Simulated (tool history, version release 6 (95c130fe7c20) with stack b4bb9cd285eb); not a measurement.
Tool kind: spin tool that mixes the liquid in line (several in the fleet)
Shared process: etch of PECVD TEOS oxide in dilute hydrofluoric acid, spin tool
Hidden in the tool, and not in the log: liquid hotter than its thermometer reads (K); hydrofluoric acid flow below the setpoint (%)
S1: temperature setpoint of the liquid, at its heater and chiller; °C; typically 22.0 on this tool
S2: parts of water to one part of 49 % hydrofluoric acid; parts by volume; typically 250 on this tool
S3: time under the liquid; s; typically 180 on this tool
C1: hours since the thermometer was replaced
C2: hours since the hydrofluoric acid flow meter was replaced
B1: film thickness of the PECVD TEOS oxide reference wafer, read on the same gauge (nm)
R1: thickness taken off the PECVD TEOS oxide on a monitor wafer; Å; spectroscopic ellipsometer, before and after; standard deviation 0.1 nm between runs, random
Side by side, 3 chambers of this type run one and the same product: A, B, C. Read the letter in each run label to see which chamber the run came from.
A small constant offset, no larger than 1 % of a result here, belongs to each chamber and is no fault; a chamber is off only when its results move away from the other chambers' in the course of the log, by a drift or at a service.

{"run": "1B", "day": 0.475, "S1": 22.0, "S2": 250, "S3": 180, "C1": 424.5, "C2": 408.1, "B1": 150.01, "R1": 138.84}
{"run": "2A", "day": 0.938, "S1": 22.0, "S2": 250, "S3": 180, "C1": 794.4, "C2": 1000.9, "B1": 150.02, "R1": 139.03}
{"run": "3C", "day": 1.446, "S1": 22.0, "S2": 250, "S3": 180, "C1": 141.8, "C2": 403.5, "B1": 149.97, "R1": 139.21}
{"run": "4A", "day": 1.696, "S1": 22.0, "S2": 250, "S3": 180, "C1": 812.6, "C2": 1019.1, "B1": 150.01, "R1": 138.31}
{"day": 1.883, "done": "chamber C: hydrofluoric acid flow meter replaced"}
{"run": "5C", "day": 2.158, "S1": 22.0, "S2": 250, "S3": 180, "C1": 158.9, "C2": 6.7, "B1": 149.98, "R1": 140.39}
{"run": "6B", "day": 2.475, "S1": 19.0, "S2": 250, "S3": 85, "C1": 472.5, "C2": 456.1, "B1": 149.99, "R1": 58.696}
{"run": "7B", "day": 2.788, "S1": 19.0, "S2": 250, "S3": 85, "C1": 480.0, "C2": 463.6, "B1": 150.01, "R1": 58.8}
{"run": "8C", "day": 3.038, "S1": 19.0, "S2": 250, "S3": 85, "C1": 180.0, "C2": 27.8, "B1": 149.99, "R1": 58.377}
{"run": "9A", "day": 3.271, "S1": 22.0, "S2": 250, "S3": 180, "C1": 850.4, "C2": 1056.9, "B1": 149.98, "R1": 137.98}
{"run": "10B", "day": 3.696, "S1": 22.0, "S2": 250, "S3": 180, "C1": 501.8, "C2": 485.4, "B1": 150.0, "R1": 138.74}
{"run": "11C", "day": 4.1, "S1": 22.0, "S2": 250, "S3": 180, "C1": 205.5, "C2": 53.3, "B1": 150.0, "R1": 139.53}
{"run": "12A", "day": 4.412, "S1": 22.0, "S2": 250, "S3": 180, "C1": 877.8, "C2": 1084.3, "B1": 149.99, "R1": 138.11}
{"run": "13C", "day": 4.862, "S1": 22.0, "S2": 250, "S3": 180, "C1": 223.8, "C2": 71.6, "B1": 149.98, "R1": 139.5}
{"run": "14B", "day": 5.375, "S1": 22.0, "S2": 250, "S3": 180, "C1": 542.1, "C2": 525.7, "B1": 150.01, "R1": 137.68}
{"run": "15A", "day": 5.625, "S1": 22.0, "S2": 250, "S3": 180, "C1": 906.9, "C2": 1113.4, "B1": 149.97, "R1": 135.2}
{"run": "16B", "day": 6.008, "S1": 22.0, "S2": 250, "S3": 180, "C1": 557.3, "C2": 540.9, "B1": 149.98, "R1": 139.55}
{"run": "17C", "day": 6.342, "S1": 22.0, "S2": 250, "S3": 180, "C1": 259.3, "C2": 107.1, "B1": 149.98, "R1": 141.95}
{"run": "18A", "day": 6.808, "S1": 22.0, "S2": 250, "S3": 180, "C1": 935.3, "C2": 1141.8, "B1": 150.0, "R1": 135.72}
{"run": "19C", "day": 7.233, "S1": 22.0, "S2": 250, "S3": 180, "C1": 280.7, "C2": 128.5, "B1": 150.02, "R1": 140.64}
{"run": "20B", "day": 7.633, "S1": 22.0, "S2": 250, "S3": 180, "C1": 596.3, "C2": 579.9, "B1": 150.01, "R1": 139.53}
{"run": "21A", "day": 8.129, "S1": 26.5, "S2": 250, "S3": 115, "C1": 967.0, "C2": 1173.5, "B1": 149.99, "R1": 102.11}
{"run": "22B", "day": 8.454, "S1": 26.5, "S2": 250, "S3": 115, "C1": 616.0, "C2": 599.6, "B1": 149.98, "R1": 104.57}
{"run": "23C", "day": 8.962, "S1": 26.5, "S2": 250, "S3": 115, "C1": 322.2, "C2": 170.0, "B1": 150.02, "R1": 105.54}
{"run": "24A", "day": 9.296, "S1": 22.0, "S2": 250, "S3": 180, "C1": 995.0, "C2": 1201.5, "B1": 150.02, "R1": 132.97}
{"run": "25A", "day": 9.567, "S1": 22.0, "S2": 250, "S3": 180, "C1": 1001.5, "C2": 1208.0, "B1": 149.99, "R1": 131.6}
{"run": "26B", "day": 10.021, "S1": 22.0, "S2": 250, "S3": 180, "C1": 653.6, "C2": 637.2, "B1": 149.99, "R1": 139.14}
{"run": "27C", "day": 10.325, "S1": 22.0, "S2": 250, "S3": 180, "C1": 354.9, "C2": 202.7, "B1": 150.01, "R1": 140.02}
{"run": "28A", "day": 10.779, "S1": 22.0, "S2": 250, "S3": 180, "C1": 1030.6, "C2": 1237.1, "B1": 150.02, "R1": 131.99}
{"run": "29B", "day": 11.146, "S1": 22.0, "S2": 250, "S3": 180, "C1": 680.6, "C2": 664.2, "B1": 150.0, "R1": 139.1}
{"run": "30C", "day": 11.412, "S1": 22.0, "S2": 250, "S3": 180, "C1": 381.0, "C2": 228.8, "B1": 150.0, "R1": 141.88}
{"run": "31B", "day": 11.833, "S1": 22.0, "S2": 250, "S3": 180, "C1": 697.1, "C2": 680.7, "B1": 149.97, "R1": 138.13}
{"run": "32A", "day": 12.242, "S1": 22.0, "S2": 250, "S3": 180, "C1": 1065.7, "C2": 1272.2, "B1": 149.98, "R1": 130.8}
{"run": "33C", "day": 12.708, "S1": 22.0, "S2": 250, "S3": 180, "C1": 412.1, "C2": 259.9, "B1": 149.98, "R1": 138.8}
{"run": "34A", "day": 13.167, "S1": 22.0, "S2": 250, "S3": 180, "C1": 1087.9, "C2": 1294.4, "B1": 149.99, "R1": 129.64}
{"run": "35C", "day": 13.596, "S1": 20.0, "S2": 250, "S3": 180, "C1": 433.4, "C2": 281.2, "B1": 150.01, "R1": 129.19}
{"run": "36B", "day": 13.992, "S1": 20.0, "S2": 250, "S3": 180, "C1": 748.9, "C2": 732.5, "B1": 150.0, "R1": 128.39}
{"run": "37A", "day": 14.471, "S1": 20.0, "S2": 250, "S3": 180, "C1": 1119.2, "C2": 1325.7, "B1": 150.01, "R1": 118.09}
{"run": "38C", "day": 14.962, "S1": 22.0, "S2": 250, "S3": 180, "C1": 466.2, "C2": 314.0, "B1": 150.01, "R1": 140.5}
{"run": "39B", "day": 15.496, "S1": 22.0, "S2": 250, "S3": 275, "C1": 785.0, "C2": 768.6, "B1": 150.02, "R1": 212.89}

Has any chamber moved away from the others, gradually or after a service, or does the common gauge drift, or do the chambers differ only by their own small steady offsets? State the chamber and the most likely cause if one applies.

It is chamber A that slowly wanders off from its peers.
What lies behind it: hydrofluoric acid flow below the setpoint (%) = 6.65.
With only this log, it may be confused with: liquid colder than its thermometer reads (K).

Chamber A could run next with any of the 4 candidate recipes listed below; each alters the usual settings, and their results appear as question marks. Which one brings its results back in line with what the other chambers deliver on the usual settings?
Counts as in line when no further than this from what the other chambers average on the usual settings: R1 3.600 Å
{"run": "40A-1", "day": 15.875, "S1": 22.0, "S2": 285, "S3": 180, "R1": "?"}
{"run": "40A-2", "day": 15.875, "S1": 22.0, "S2": 250, "S3": 215, "R1": "?"}
{"run": "40A-3", "day": 15.875, "S1": 22.0, "S2": 235, "S3": 180, "R1": "?"}
{"run": "40A-4", "day": 15.875, "S1": 22.0, "S2": 260, "S3": 175, "R1": "?"}

Average result of the remaining chambers running the usual settings: R1 139.160 Å
run=40A-1 R1=108.140
run=40A-2 R1=152.190
run=40A-3 R1=137.510
run=40A-4 R1=117.990
With 40A-3, the chamber falls back in line with the rest.
